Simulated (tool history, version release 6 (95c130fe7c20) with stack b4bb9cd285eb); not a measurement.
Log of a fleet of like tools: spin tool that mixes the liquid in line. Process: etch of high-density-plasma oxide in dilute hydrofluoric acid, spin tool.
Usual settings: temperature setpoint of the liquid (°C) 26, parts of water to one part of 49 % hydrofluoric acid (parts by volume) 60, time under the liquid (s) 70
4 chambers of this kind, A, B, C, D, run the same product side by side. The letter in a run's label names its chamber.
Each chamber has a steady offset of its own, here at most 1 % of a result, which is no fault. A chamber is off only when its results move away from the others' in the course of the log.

| run | hour | temperature setpoint of the liquid (°C) | parts of water to one part of 49 % hydrofluoric acid (parts by volume) | time under the liquid (s) | read-back film thickness of the high-density-plasma oxide reference wafer, read on the same gauge (nm) | thickness taken off the high-density-plasma oxide on a monitor wafer (angstrom) |
|---|---|---|---|---|---|---|
| 1B | 4.6 | 26 | 60 | 70 | 89.989 | 144.05 |
| 2A | 8.7 | 26 | 60 | 70 | 90.038 | 144.1 |
|  | 8.8 | chamber A: hydrofluoric acid flow meter replaced |
| 3C | 12.3 | 26 | 60 | 70 | 90.011 | 144.15 |
| 4D | 17.7 | 26 | 60 | 70 | 89.971 | 143.64 |
| 5A | 22.9 | 26 | 60 | 70 | 90.001 | 144.27 |
| 6B | 26.4 | 26 | 60 | 70 | 89.998 | 144.43 |
| 7D | 30.5 | 26 | 60 | 70 | 89.979 | 143.29 |
| 8C | 36 | 26 | 60 | 70 | 90.012 | 146.34 |
| 9C | 41.4 | 30.5 | 60 | 30 | 90.023 | 74.957 |
| 10B | 46.8 | 30.5 | 60 | 30 | 90.034 | 73.204 |
|  | 48 | chamber A: thermometer replaced |
| 11A | 49.7 | 30.5 | 60 | 30 | 89.98 | 74.557 |
| 12D | 53.3 | 30.5 | 60 | 30 | 90.031 | 73.642 |
| 13B | 57.1 | 26 | 60 | 70 | 89.955 | 142.9 |
| 14D | 62.2 | 26 | 60 | 70 | 90.03 | 143.66 |
| 15C | 67.5 | 26 | 60 | 70 | 90.003 | 145.73 |
| 16A | 70.4 | 26 | 60 | 70 | 89.982 | 145.23 |
| 17C | 74.7 | 26 | 60 | 70 | 89.994 | 144.41 |
| 18B | 79.2 | 26 | 60 | 70 | 90.036 | 143.28 |
| 19D | 84.4 | 30 | 80 | 70 | 89.956 | 123.94 |
| 20A | 90.2 | 30 | 80 | 70 | 90.02 | 124.64 |
| 21A | 94.6 | 30 | 80 | 70 | 89.994 | 125.04 |
| 22D | 100.5 | 30 | 80 | 70 | 89.986 | 123.78 |
| 23C | 104 | 24 | 60 | 70 | 90.014 | 133.55 |
| 24B | 107.8 | 24 | 60 | 70 | 89.988 | 133.21 |
| 25D | 110.7 | 24 | 60 | 70 | 90.025 | 131.42 |
| 26A | 114.9 | 24 | 60 | 70 | 90.047 | 133.08 |
| 27C | 118.2 | 26 | 60 | 70 | 90 | 144.92 |
| 28B | 121.5 | 26 | 60 | 70 | 89.987 | 145.03 |
| 29A | 124.5 | 26 | 60 | 70 | 89.97 | 144.75 |
| 30D | 129.5 | 26 | 75 | 90 | 89.958 | 145.39 |
| 31C | 134.2 | 26 | 75 | 90 | 89.978 | 145.54 |
| 32B | 138.7 | 26 | 75 | 90 | 89.945 | 146.37 |
| 33D | 143 | 26 | 75 | 90 | 90.02 | 144.68 |
|  | 143.5 | chamber C: hydrofluoric acid flow meter replaced |
| 34C | 146.9 | 26 | 60 | 70 | 89.997 | 145.49 |

Next, every chamber runs the same settings. What will each give?
| 35A | 151.3 | 26 | 60 | 70 |  | ? |
| 35B | 151.3 | 26 | 60 | 70 |  | ? |
| 35C | 151.3 | 26 | 60 | 70 |  | ? |
| 35D | 151.3 | 26 | 60 | 70 |  | ? |

| run | thickness taken off the high-density-plasma oxide on a monitor wafer (angstrom) |
|---|---|
| 35A | 145.08 |
| 35B | 142.68 |
| 35C | 145.2 |
| 35D | 143.16 |
